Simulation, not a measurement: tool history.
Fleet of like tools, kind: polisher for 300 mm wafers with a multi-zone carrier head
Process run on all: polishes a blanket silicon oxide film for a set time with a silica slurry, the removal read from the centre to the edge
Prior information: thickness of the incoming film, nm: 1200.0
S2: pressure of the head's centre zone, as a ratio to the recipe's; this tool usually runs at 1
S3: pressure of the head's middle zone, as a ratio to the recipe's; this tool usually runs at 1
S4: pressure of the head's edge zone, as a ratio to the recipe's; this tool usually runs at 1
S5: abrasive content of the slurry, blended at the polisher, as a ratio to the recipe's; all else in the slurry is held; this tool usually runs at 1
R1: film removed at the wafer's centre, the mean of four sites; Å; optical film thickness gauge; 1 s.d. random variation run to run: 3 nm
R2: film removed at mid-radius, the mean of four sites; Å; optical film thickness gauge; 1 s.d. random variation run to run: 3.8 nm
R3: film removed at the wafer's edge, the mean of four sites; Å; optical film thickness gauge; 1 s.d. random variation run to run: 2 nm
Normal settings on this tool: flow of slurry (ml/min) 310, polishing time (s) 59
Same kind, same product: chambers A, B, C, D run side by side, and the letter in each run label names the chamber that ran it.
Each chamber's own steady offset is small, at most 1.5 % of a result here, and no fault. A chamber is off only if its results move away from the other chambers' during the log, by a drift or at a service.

{"run": "1B", "hour": 4.3, "flow of slurry (ml/min)": 310, "S2": 1, "S3": 1, "S4": 1, "S5": 1, "polishing time (s)": 59, "R1": 2773.7, "R2": 2811.1, "R3": 2738.3}
{"run": "2D", "hour": 7.1, "flow of slurry (ml/min)": 310, "S2": 1, "S3": 1, "S4": 1, "S5": 1, "polishing time (s)": 59, "R1": 2756.5, "R2": 2760.2, "R3": 2685.6}
{"hour": 8.3, "done": "chamber D: worn pad replaced by a new one"}
{"run": "3A", "hour": 12.0, "flow of slurry (ml/min)": 310, "S2": 1, "S3": 1, "S4": 1, "S5": 1, "polishing time (s)": 59, "R1": 2788.1, "R2": 2732.1, "R3": 2755.4}
{"run": "4C", "hour": 17.2, "flow of slurry (ml/min)": 310, "S2": 1, "S3": 1, "S4": 1, "S5": 1, "polishing time (s)": 59, "R1": 2673, "R2": 2750.9, "R3": 2679}
{"run": "5A", "hour": 23.0, "flow of slurry (ml/min)": 310, "S2": 1, "S3": 1, "S4": 1, "S5": 1, "polishing time (s)": 59, "R1": 2734.9, "R2": 2731.8, "R3": 2776.2}
{"run": "6B", "hour": 26.4, "flow of slurry (ml/min)": 265, "S2": 1, "S3": 1, "S4": 1.08, "S5": 1, "polishing time (s)": 59, "R1": 2706.6, "R2": 2669.4, "R3": 2784.4}
{"run": "7C", "hour": 32.3, "flow of slurry (ml/min)": 265, "S2": 1, "S3": 1, "S4": 1.08, "S5": 1, "polishing time (s)": 59, "R1": 2574.3, "R2": 2693.3, "R3": 2742}
{"run": "8D", "hour": 37.3, "flow of slurry (ml/min)": 265, "S2": 1, "S3": 1, "S4": 1.08, "S5": 1, "polishing time (s)": 59, "R1": 2709, "R2": 2640, "R3": 2785.3}
{"run": "9C", "hour": 41.1, "flow of slurry (ml/min)": 265, "S2": 1, "S3": 1, "S4": 1.08, "S5": 1, "polishing time (s)": 59, "R1": 2664.4, "R2": 2792.4, "R3": 2762.8}
{"hour": 46.6, "done": "chamber C: worn pad replaced by a new one"}
{"run": "10B", "hour": 46.9, "flow of slurry (ml/min)": 310, "S2": 1, "S3": 1, "S4": 1, "S5": 1, "polishing time (s)": 40, "R1": 1875.6, "R2": 1820.9, "R3": 1830.4}
{"run": "11A", "hour": 51.8, "flow of slurry (ml/min)": 310, "S2": 1, "S3": 1, "S4": 1, "S5": 1, "polishing time (s)": 40, "R1": 1885.5, "R2": 1859.3, "R3": 1865.6}
{"run": "12D", "hour": 55.3, "flow of slurry (ml/min)": 310, "S2": 1, "S3": 1, "S4": 1, "S5": 1, "polishing time (s)": 40, "R1": 1848.8, "R2": 1882, "R3": 1839}
{"run": "13D", "hour": 58.6, "flow of slurry (ml/min)": 310, "S2": 1, "S3": 1, "S4": 1, "S5": 1, "polishing time (s)": 40, "R1": 1865.4, "R2": 1866.7, "R3": 1839.2}
{"hour": 58.7, "done": "chamber D: worn pad replaced by a new one"}
{"run": "14B", "hour": 64.1, "flow of slurry (ml/min)": 310, "S2": 1, "S3": 1, "S4": 1, "S5": 1, "polishing time (s)": 59, "R1": 2669.5, "R2": 2716.4, "R3": 2728.7}
{"hour": 66.5, "done": "chamber B: worn pad replaced by a new one"}
{"hour": 67.2, "done": "chamber D: edge zone pressure recalibrated"}
{"hour": 68.3, "done": "chamber D: centre zone pressure recalibrated"}
{"run": "15A", "hour": 68.4, "flow of slurry (ml/min)": 310, "S2": 1, "S3": 1, "S4": 1, "S5": 1, "polishing time (s)": 59, "R1": 2745, "R2": 2744.4, "R3": 2770.8}
{"run": "16C", "hour": 74.4, "flow of slurry (ml/min)": 310, "S2": 1, "S3": 1, "S4": 1, "S5": 1, "polishing time (s)": 59, "R1": 2678.7, "R2": 2759.2, "R3": 2698.5}
{"run": "17C", "hour": 78.3, "flow of slurry (ml/min)": 310, "S2": 1, "S3": 1, "S4": 1, "S5": 1, "polishing time (s)": 59, "R1": 2700.8, "R2": 2734.2, "R3": 2647.2}
{"run": "18B", "hour": 84.1, "flow of slurry (ml/min)": 310, "S2": 1, "S3": 1, "S4": 1, "S5": 1, "polishing time (s)": 59, "R1": 2687.1, "R2": 2748.6, "R3": 2724.6}
{"run": "19D", "hour": 89.0, "flow of slurry (ml/min)": 310, "S2": 1, "S3": 1, "S4": 1, "S5": 1, "polishing time (s)": 59, "R1": 2737.4, "R2": 2688.1, "R3": 2702.8}
{"run": "20A", "hour": 92.7, "flow of slurry (ml/min)": 310, "S2": 1, "S3": 1, "S4": 1, "S5": 1, "polishing time (s)": 59, "R1": 2676.5, "R2": 2761.8, "R3": 2757.6}
{"hour": 93.4, "done": "chamber B: slurry nozzle cleaned"}
{"run": "21A", "hour": 97.4, "flow of slurry (ml/min)": 310, "S2": 1, "S3": 0.94, "S4": 1, "S5": 1, "polishing time (s)": 59, "R1": 2687.5, "R2": 2572.2, "R3": 2761.1}
{"hour": 100.9, "done": "chamber C: worn pad replaced by a new one"}
{"run": "22B", "hour": 101.2, "flow of slurry (ml/min)": 310, "S2": 1, "S3": 0.94, "S4": 1, "S5": 1, "polishing time (s)": 59, "R1": 2792.1, "R2": 2545.3, "R3": 2725}
{"run": "23D", "hour": 104.8, "flow of slurry (ml/min)": 310, "S2": 1, "S3": 0.94, "S4": 1, "S5": 1, "polishing time (s)": 59, "R1": 2713.3, "R2": 2605.1, "R3": 2707.3}
{"run": "24C", "hour": 109.3, "flow of slurry (ml/min)": 310, "S2": 1, "S3": 0.94, "S4": 1, "S5": 1, "polishing time (s)": 59, "R1": 2725.3, "R2": 2555.2, "R3": 2689.5}
{"hour": 110.6, "done": "chamber A: worn pad replaced by a new one"}
{"hour": 113.6, "done": "chamber D: worn pad replaced by a new one"}
{"run": "25A", "hour": 114.7, "flow of slurry (ml/min)": 310, "S2": 1, "S3": 1, "S4": 1, "S5": 1, "polishing time (s)": 59, "R1": 2689.9, "R2": 2776.7, "R3": 2756.5}
{"hour": 115.2, "done": "chamber C: slurry nozzle cleaned"}
{"run": "26C", "hour": 120.6, "flow of slurry (ml/min)": 405, "S2": 1, "S3": 1.07, "S4": 1, "S5": 1, "polishing time (s)": 59, "R1": 2784.1, "R2": 3026.7, "R3": 2731.8}
{"run": "27D", "hour": 124.5, "flow of slurry (ml/min)": 405, "S2": 1, "S3": 1.07, "S4": 1, "S5": 1, "polishing time (s)": 59, "R1": 2807.1, "R2": 2957.8, "R3": 2726.2}
{"run": "28B", "hour": 128.1, "flow of slurry (ml/min)": 405, "S2": 1, "S3": 1.07, "S4": 1, "S5": 1, "polishing time (s)": 59, "R1": 2802.6, "R2": 2943.6, "R3": 2759.6}
{"run": "29B", "hour": 133.5, "flow of slurry (ml/min)": 405, "S2": 1, "S3": 1.07, "S4": 1, "S5": 1, "polishing time (s)": 59, "R1": 2795.8, "R2": 2949.5, "R3": 2738.5}
{"run": "30C", "hour": 139.0, "flow of slurry (ml/min)": 310, "S2": 1, "S3": 1, "S4": 1, "S5": 1, "polishing time (s)": 59, "R1": 2716, "R2": 2773.5, "R3": 2710.5}
{"run": "31D", "hour": 142.3, "flow of slurry (ml/min)": 310, "S2": 1, "S3": 1, "S4": 1, "S5": 1, "polishing time (s)": 59, "R1": 2794.6, "R2": 2688.8, "R3": 2699.9}
{"run": "32A", "hour": 145.4, "flow of slurry (ml/min)": 310, "S2": 1, "S3": 1, "S4": 1, "S5": 1, "polishing time (s)": 59, "R1": 2611, "R2": 2752.1, "R3": 2754.3}
{"hour": 149.2, "done": "chamber C: worn pad replaced by a new one"}
{"run": "33D", "hour": 150.2, "flow of slurry (ml/min)": 310, "S2": 1, "S3": 1, "S4": 1, "S5": 1, "polishing time (s)": 59, "R1": 2770.1, "R2": 2712.9, "R3": 2728.3}
{"run": "34C", "hour": 153.2, "flow of slurry (ml/min)": 310, "S2": 1, "S3": 1, "S4": 1, "S5": 1, "polishing time (s)": 59, "R1": 2728.1, "R2": 2773.3, "R3": 2701.3}
{"hour": 154.8, "done": "chamber B: worn pad replaced by a new one"}
{"hour": 157.5, "done": "chamber D: worn pad replaced by a new one"}
{"run": "35A", "hour": 158.5, "flow of slurry (ml/min)": 310, "S2": 1, "S3": 1, "S4": 1, "S5": 1, "polishing time (s)": 59, "R1": 2514.3, "R2": 2763.6, "R3": 2748.3}
{"run": "36B", "hour": 161.3, "flow of slurry (ml/min)": 310, "S2": 1, "S3": 1, "S4": 1, "S5": 1, "polishing time (s)": 59, "R1": 2679.6, "R2": 2728.5, "R3": 2705.6}
{"run": "37D", "hour": 167.4, "flow of slurry (ml/min)": 310, "S2": 1, "S3": 1, "S4": 1, "S5": 1, "polishing time (s)": 59, "R1": 2749, "R2": 2678.5, "R3": 2718.2}
{"run": "38A", "hour": 173.1, "flow of slurry (ml/min)": 310, "S2": 1, "S3": 1, "S4": 1, "S5": 1, "polishing time (s)": 59, "R1": 2501.6, "R2": 2742.3, "R3": 2736.1}

Decide between three cases: one chamber stands off from its peers, the gauge reading all wafers drifts, or nothing is wrong past each chamber's small offset. Where a chamber is off, say which and what most likely put it there.

One chamber, A, drifts off from the rest bit by bit.
Most likely cause: centre zone's pressure below its setpoint, % = 8.8.

Here are 4 candidates for chamber A's next run, each the usual settings with a change, their results left as question marks. Which one brings its results back in line with what the others give on the usual settings?
In-line tolerance around the mean of the other chambers on the usual settings: R1 110 Å; R2 130 Å; R3 69 Å
{"run": "39A-1", "hour": 177.5, "flow of slurry (ml/min)": 315, "S2": 1.08, "S3": 0.99, "S4": 0.97, "S5": 1, "polishing time (s)": 59, "R1": "?", "R2": "?", "R3": "?"}
{"run": "39A-2", "hour": 177.5, "flow of slurry (ml/min)": 325, "S2": 1.17, "S3": 0.98, "S4": 0.93, "S5": 1, "polishing time (s)": 59, "R1": "?", "R2": "?", "R3": "?"}
{"run": "39A-3", "hour": 177.5, "flow of slurry (ml/min)": 300, "S2": 0.84, "S3": 1.01, "S4": 1.07, "S5": 1, "polishing time (s)": 59, "R1": "?", "R2": "?", "R3": "?"}
{"run": "39A-4", "hour": 177.5, "flow of slurry (ml/min)": 305, "S2": 0.92, "S3": 1.01, "S4": 1.03, "S5": 1, "polishing time (s)": 59, "R1": "?", "R2": "?", "R3": "?"}

Mean of the other chambers on the usual settings: R1 2738.7 Å; R2 2733.4 Å; R3 2706.5 Å
run=39A-1 R1=2726.2 R2=2712.9 R3=2712.5
run=39A-2 R1=2984.7 R2=2694.6 R3=2660.2
run=39A-3 R1=2051.3 R2=2752.9 R3=2847.7
run=39A-4 R1=2275.7 R2=2756.4 R3=2792.9
With 39A-1, the chamber falls back in line with the rest.

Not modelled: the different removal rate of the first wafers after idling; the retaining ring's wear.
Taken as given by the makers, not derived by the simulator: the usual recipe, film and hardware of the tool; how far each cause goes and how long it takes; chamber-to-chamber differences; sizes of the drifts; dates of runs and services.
